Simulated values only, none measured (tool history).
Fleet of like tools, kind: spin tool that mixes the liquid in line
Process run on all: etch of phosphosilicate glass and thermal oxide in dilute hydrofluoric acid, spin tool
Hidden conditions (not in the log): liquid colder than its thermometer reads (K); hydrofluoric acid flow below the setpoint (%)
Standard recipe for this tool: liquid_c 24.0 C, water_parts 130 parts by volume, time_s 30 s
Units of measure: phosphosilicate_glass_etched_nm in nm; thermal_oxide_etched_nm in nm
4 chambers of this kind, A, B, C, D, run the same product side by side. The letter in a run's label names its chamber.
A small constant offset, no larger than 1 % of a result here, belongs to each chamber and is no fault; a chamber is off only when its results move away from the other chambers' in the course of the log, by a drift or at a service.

run,hour,liquid_c,water_parts,time_s,hours since the thermometer was replaced,hours since the hydrofluoric acid flow meter was replaced,"read-back film thickness of the phosphosilicate glass reference wafer, read on the same gauge (nm)","read-back film thickness of the thermal oxide reference wafer, read on the same gauge (nm)",phosphosilicate_glass_etched_nm,thermal_oxide_etched_nm
1A,4.1,24.0,130,30,1198.0,634.9,110.00,119.99,36.892,1.03980
2B,10.0,24.0,130,30,1022.4,1134.7,110.04,119.99,36.922,1.04820
3D,14.3,24.0,130,30,1401.7,2316.1,110.03,120.00,36.924,1.06320
4C,19.4,24.0,130,30,760.3,123.5,109.99,120.03,36.584,1.02820
5C,24.0,24.0,130,30,764.9,128.1,110.04,120.04,36.269,1.08330
6B,28.8,24.0,130,30,1041.2,1153.5,109.98,120.00,37.285,1.01350
# hour 28.9: chamber D: hydrofluoric acid flow meter replaced
# hour 30.7: chamber B: thermometer replaced
7D,34.3,24.0,130,30,1421.7,5.4,110.04,119.96,37.052,1.03580
8A,37.9,21.5,130,30,1231.8,668.7,110.04,120.00,33.471,0.94619
9C,44.2,21.5,130,30,785.1,148.3,109.99,120.04,33.286,0.93510
10B,50.1,21.5,130,30,19.5,1174.8,109.96,120.02,33.825,1.02720
11A,55.3,21.5,130,30,1249.2,686.1,109.98,119.99,33.031,0.94315
12D,60.8,24.0,130,30,1448.2,31.9,110.03,120.02,37.965,1.07570
13A,66.9,24.0,130,30,1260.8,697.7,110.03,120.00,36.447,1.10610
14C,70.2,24.0,130,30,811.1,174.3,109.99,120.01,36.831,1.01510
15D,75.4,24.0,130,30,1462.8,46.5,110.01,120.02,37.086,1.05680
16B,79.9,24.0,130,30,49.3,1204.6,110.02,119.98,36.771,0.99518
17B,84.7,24.0,130,30,54.1,1209.4,109.95,119.99,37.278,1.08810
18C,89.6,24.0,130,25,830.5,193.7,109.97,119.99,30.830,0.86908
19D,93.4,24.0,130,25,1480.8,64.5,109.98,120.01,31.206,0.88850
20A,98.0,24.0,130,25,1291.9,728.8,110.04,119.97,30.896,0.89804
21A,101.4,24.0,130,25,1295.3,732.2,109.99,119.98,31.046,0.86234
22C,105.4,24.0,130,30,846.3,209.5,110.05,119.99,36.047,1.01540
23D,108.5,24.0,130,30,1495.9,79.6,110.01,120.01,37.067,1.01800
24B,113.0,24.0,130,30,82.4,1237.7,110.04,120.00,37.279,1.11220
25A,116.0,24.0,130,30,1309.9,746.8,110.01,120.03,36.813,1.07660
26D,120.7,24.0,130,30,1508.1,91.8,110.03,119.95,37.542,1.03130
27B,126.6,24.0,130,30,96.0,1251.3,109.94,120.01,37.120,1.10650
# hour 128.7: chamber C: thermometer replaced
# hour 129.3: chamber A: thermometer replaced
28C,130.1,24.0,130,30,1.5,234.2,109.95,120.01,36.383,1.06330
29D,134.9,24.0,130,30,1522.3,106.0,109.94,119.97,37.075,1.08320
30A,141.1,24.0,130,30,11.9,771.9,110.00,119.97,36.762,1.08030
31C,147.5,24.0,130,30,18.9,251.6,109.93,120.02,36.625,1.03260
32B,153.1,24.0,130,30,122.5,1277.8,109.98,120.03,36.958,1.07820
33A,156.7,24.0,130,30,27.5,787.5,110.05,120.01,36.678,1.04710
34B,162.0,24.0,130,30,131.4,1286.7,110.00,120.03,36.932,1.02830
35C,167.2,24.0,130,30,38.6,271.3,110.00,119.98,36.943,1.07920
36D,173.4,24.0,130,30,1560.8,144.5,110.02,120.01,37.194,1.07470
37D,179.8,24.0,130,30,1567.2,150.9,109.95,119.98,36.915,1.07950
38B,185.9,24.0,130,30,155.3,1310.6,110.02,120.01,37.045,1.11350

The same settings go to every chamber for the next run, one line per chamber below. Forecast the results for each:
39A,190.5,24.0,130,30,,,,,?,?
39B,190.5,24.0,130,30,,,,,?,?
39C,190.5,24.0,130,30,,,,,?,?
39D,190.5,24.0,130,30,,,,,?,?

run,phosphosilicate_glass_etched_nm,thermal_oxide_etched_nm
39A,36.878,1.03300
39B,37.275,1.01850
39C,36.984,1.01950
39D,37.133,1.03860
